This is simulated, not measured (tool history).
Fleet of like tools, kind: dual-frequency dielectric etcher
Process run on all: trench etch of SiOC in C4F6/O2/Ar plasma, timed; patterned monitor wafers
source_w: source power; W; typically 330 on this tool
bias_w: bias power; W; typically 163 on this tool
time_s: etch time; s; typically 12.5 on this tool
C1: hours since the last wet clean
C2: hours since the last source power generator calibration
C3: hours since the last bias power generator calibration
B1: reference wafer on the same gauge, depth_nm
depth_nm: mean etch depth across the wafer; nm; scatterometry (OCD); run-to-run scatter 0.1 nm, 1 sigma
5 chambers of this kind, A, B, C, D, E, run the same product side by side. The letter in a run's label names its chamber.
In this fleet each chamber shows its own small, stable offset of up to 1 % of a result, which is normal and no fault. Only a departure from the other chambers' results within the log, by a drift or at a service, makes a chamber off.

{"run": "1C", "hour": 9.3, "source_w": 330, "bias_w": 163, "time_s": 12.5, "C1": 276.5, "C2": 2688.6, "C3": 3217.0, "B1": 24.995, "depth_nm": 23.382}
{"run": "2D", "hour": 17.5, "source_w": 330, "bias_w": 163, "time_s": 12.5, "C1": 313.5, "C2": 1673.9, "C3": 2752.6, "B1": 25.012, "depth_nm": 23.412}
{"run": "3B", "hour": 32.4, "source_w": 330, "bias_w": 163, "time_s": 12.5, "C1": 300.5, "C2": 331.2, "C3": 1941.1, "B1": 25.009, "depth_nm": 23.527}
{"run": "4E", "hour": 41.0, "source_w": 330, "bias_w": 163, "time_s": 12.5, "C1": 112.2, "C2": 1310.0, "C3": 1113.1, "B1": 25.017, "depth_nm": 23.266}
{"run": "5A", "hour": 49.1, "source_w": 330, "bias_w": 163, "time_s": 12.5, "C1": 103.2, "C2": 3308.9, "C3": 1026.9, "B1": 24.986, "depth_nm": 23.353}
{"hour": 62.8, "done": "chamber C: bias power generator calibrated"}
{"run": "6D", "hour": 63.6, "source_w": 280, "bias_w": 163, "time_s": 11.0, "C1": 359.6, "C2": 1720.0, "C3": 2798.7, "B1": 25.009, "depth_nm": 19.305}
{"run": "7C", "hour": 74.7, "source_w": 280, "bias_w": 163, "time_s": 11.0, "C1": 341.9, "C2": 2754.0, "C3": 11.9, "B1": 25.033, "depth_nm": 19.191}
{"run": "8A", "hour": 88.6, "source_w": 280, "bias_w": 163, "time_s": 11.0, "C1": 142.7, "C2": 3348.4, "C3": 1066.4, "B1": 24.994, "depth_nm": 19.232}
{"hour": 93.1, "done": "chamber D: wet clean of the chamber"}
{"run": "9E", "hour": 100.4, "source_w": 280, "bias_w": 163, "time_s": 11.0, "C1": 171.6, "C2": 1369.4, "C3": 1172.5, "B1": 24.996, "depth_nm": 19.342}
{"run": "10B", "hour": 116.1, "source_w": 280, "bias_w": 163, "time_s": 11.0, "C1": 384.2, "C2": 414.9, "C3": 2024.8, "B1": 25.001, "depth_nm": 19.427}
{"run": "11C", "hour": 127.5, "source_w": 330, "bias_w": 163, "time_s": 12.5, "C1": 394.7, "C2": 2806.8, "C3": 64.7, "B1": 24.973, "depth_nm": 23.227}
{"run": "12E", "hour": 141.6, "source_w": 330, "bias_w": 202, "time_s": 12.5, "C1": 212.8, "C2": 1410.6, "C3": 1213.7, "B1": 24.982, "depth_nm": 24.914}
{"run": "13B", "hour": 149.7, "source_w": 330, "bias_w": 202, "time_s": 12.5, "C1": 417.8, "C2": 448.5, "C3": 2058.4, "B1": 24.972, "depth_nm": 25.203}
{"run": "14A", "hour": 159.1, "source_w": 330, "bias_w": 202, "time_s": 12.5, "C1": 213.2, "C2": 3418.9, "C3": 1136.9, "B1": 25.026, "depth_nm": 24.854}
{"hour": 159.3, "done": "chamber B: wet clean of the chamber"}
{"run": "15D", "hour": 169.9, "source_w": 330, "bias_w": 202, "time_s": 12.5, "C1": 76.8, "C2": 1826.3, "C3": 2905.0, "B1": 24.998, "depth_nm": 25.141}
{"run": "16D", "hour": 180.9, "source_w": 330, "bias_w": 202, "time_s": 12.5, "C1": 87.8, "C2": 1837.3, "C3": 2916.0, "B1": 24.988, "depth_nm": 24.963}
{"run": "17A", "hour": 190.6, "source_w": 330, "bias_w": 163, "time_s": 12.5, "C1": 244.7, "C2": 3450.4, "C3": 1168.4, "B1": 24.989, "depth_nm": 23.321}
{"run": "18E", "hour": 199.9, "source_w": 330, "bias_w": 163, "time_s": 12.5, "C1": 271.1, "C2": 1468.9, "C3": 1272.0, "B1": 25.017, "depth_nm": 23.304}
{"run": "19C", "hour": 215.8, "source_w": 300, "bias_w": 163, "time_s": 10.5, "C1": 483.0, "C2": 2895.1, "C3": 153.0, "B1": 24.98, "depth_nm": 18.815}
{"run": "20B", "hour": 228.8, "source_w": 300, "bias_w": 163, "time_s": 10.5, "C1": 69.6, "C2": 527.6, "C3": 2137.5, "B1": 24.994, "depth_nm": 19.163}
{"run": "21E", "hour": 239.9, "source_w": 300, "bias_w": 163, "time_s": 10.5, "C1": 311.1, "C2": 1508.9, "C3": 1312.0, "B1": 24.987, "depth_nm": 18.966}
{"run": "22B", "hour": 248.8, "source_w": 300, "bias_w": 163, "time_s": 10.5, "C1": 89.6, "C2": 547.6, "C3": 2157.5, "B1": 24.989, "depth_nm": 19.133}
{"run": "23A", "hour": 262.5, "source_w": 300, "bias_w": 163, "time_s": 10.5, "C1": 316.6, "C2": 3522.3, "C3": 1240.3, "B1": 25.017, "depth_nm": 18.83}
{"hour": 264.0, "done": "chamber C: wet clean of the chamber"}
{"run": "24D", "hour": 276.7, "source_w": 330, "bias_w": 163, "time_s": 12.5, "C1": 183.6, "C2": 1933.1, "C3": 3011.8, "B1": 24.991, "depth_nm": 23.475}
{"run": "25C", "hour": 291.6, "source_w": 330, "bias_w": 163, "time_s": 12.5, "C1": 27.6, "C2": 2970.9, "C3": 228.8, "B1": 25.021, "depth_nm": 23.383}
{"run": "26A", "hour": 300.5, "source_w": 330, "bias_w": 163, "time_s": 12.5, "C1": 354.6, "C2": 3560.3, "C3": 1278.3, "B1": 25.005, "depth_nm": 23.201}
{"hour": 310.4, "done": "chamber E: wet clean of the chamber"}
{"run": "27D", "hour": 311.1, "source_w": 290, "bias_w": 163, "time_s": 9.0, "C1": 218.0, "C2": 1967.5, "C3": 3046.2, "B1": 25.004, "depth_nm": 16.029}
{"run": "28B", "hour": 319.7, "source_w": 290, "bias_w": 163, "time_s": 9.0, "C1": 160.5, "C2": 618.5, "C3": 2228.4, "B1": 24.995, "depth_nm": 16.168}
{"run": "29E", "hour": 330.5, "source_w": 290, "bias_w": 163, "time_s": 9.0, "C1": 20.2, "C2": 1599.5, "C3": 1402.6, "B1": 25.007, "depth_nm": 15.09}
{"hour": 336.6, "done": "chamber E: source power generator calibrated"}
{"run": "30C", "hour": 340.8, "source_w": 290, "bias_w": 163, "time_s": 9.0, "C1": 76.8, "C2": 3020.1, "C3": 278.0, "B1": 25.005, "depth_nm": 15.903}
{"run": "31D", "hour": 352.7, "source_w": 290, "bias_w": 163, "time_s": 9.0, "C1": 259.6, "C2": 2009.1, "C3": 3087.8, "B1": 25.014, "depth_nm": 16.096}
{"run": "32E", "hour": 368.5, "source_w": 330, "bias_w": 163, "time_s": 12.5, "C1": 58.2, "C2": 31.9, "C3": 1440.6, "B1": 25.002, "depth_nm": 22.347}
{"hour": 369.0, "done": "chamber A: wet clean of the chamber"}
{"run": "33C", "hour": 380.4, "source_w": 330, "bias_w": 163, "time_s": 12.5, "C1": 116.4, "C2": 3059.7, "C3": 317.6, "B1": 24.999, "depth_nm": 23.212}
{"run": "34A", "hour": 393.3, "source_w": 330, "bias_w": 163, "time_s": 12.5, "C1": 24.3, "C2": 3653.1, "C3": 1371.1, "B1": 25.025, "depth_nm": 23.255}
{"run": "35B", "hour": 404.6, "source_w": 250, "bias_w": 163, "time_s": 10.0, "C1": 245.4, "C2": 703.4, "C3": 2313.3, "B1": 24.978, "depth_nm": 16.997}
{"run": "36D", "hour": 415.7, "source_w": 250, "bias_w": 163, "time_s": 10.0, "C1": 322.6, "C2": 2072.1, "C3": 3150.8, "B1": 24.988, "depth_nm": 16.843}
{"run": "37B", "hour": 431.4, "source_w": 250, "bias_w": 163, "time_s": 10.0, "C1": 272.2, "C2": 730.2, "C3": 2340.1, "B1": 25.002, "depth_nm": 16.958}
{"run": "38C", "hour": 438.9, "source_w": 250, "bias_w": 163, "time_s": 10.0, "C1": 174.9, "C2": 3118.2, "C3": 376.1, "B1": 25.008, "depth_nm": 16.596}
{"run": "39A", "hour": 450.8, "source_w": 250, "bias_w": 163, "time_s": 10.0, "C1": 81.8, "C2": 3710.6, "C3": 1428.6, "B1": 24.997, "depth_nm": 16.737}
{"run": "40E", "hour": 460.6, "source_w": 330, "bias_w": 163, "time_s": 12.5, "C1": 150.3, "C2": 124.0, "C3": 1532.7, "B1": 25.017, "depth_nm": 22.069}
{"run": "41E", "hour": 476.3, "source_w": 330, "bias_w": 163, "time_s": 12.5, "C1": 166.0, "C2": 139.7, "C3": 1548.4, "B1": 24.992, "depth_nm": 22.23}
{"run": "42B", "hour": 484.4, "source_w": 330, "bias_w": 163, "time_s": 12.5, "C1": 325.2, "C2": 783.2, "C3": 2393.1, "B1": 24.983, "depth_nm": 23.666}

Decide between three cases: one chamber stands off from its peers, the gauge reading all wafers drifts, or nothing is wrong past each chamber's small offset. Where a chamber is off, say which and what most likely put it there.

After it was serviced, chamber E no longer matches the other chambers.
Likeliest cause: etch rate under this chamber's usual, % = 4.51.

Here are 4 candidates for chamber E's next run, each the usual settings with a change, their results left as question marks. Which one brings its results back in line with what the others give on the usual settings?
To be in line, a result may differ from the other chambers' mean on the usual settings by at most: depth_nm 0.360 nm
{"run": "43E-1", "hour": 495.9, "source_w": 380, "bias_w": 163, "time_s": 12.5, "depth_nm": "?"}
{"run": "43E-2", "hour": 495.9, "source_w": 330, "bias_w": 174, "time_s": 12.5, "depth_nm": "?"}
{"run": "43E-3", "hour": 495.9, "source_w": 290, "bias_w": 163, "time_s": 12.5, "depth_nm": "?"}
{"run": "43E-4", "hour": 495.9, "source_w": 330, "bias_w": 152, "time_s": 12.5, "depth_nm": "?"}

The mean the other chambers reach with the usual settings: depth_nm 23.396 nm
run=43E-1 depth_nm=23.415
run=43E-2 depth_nm=22.630
run=43E-3 depth_nm=21.078
run=43E-4 depth_nm=21.680
It is 43E-1 that realigns the chamber with its peers.

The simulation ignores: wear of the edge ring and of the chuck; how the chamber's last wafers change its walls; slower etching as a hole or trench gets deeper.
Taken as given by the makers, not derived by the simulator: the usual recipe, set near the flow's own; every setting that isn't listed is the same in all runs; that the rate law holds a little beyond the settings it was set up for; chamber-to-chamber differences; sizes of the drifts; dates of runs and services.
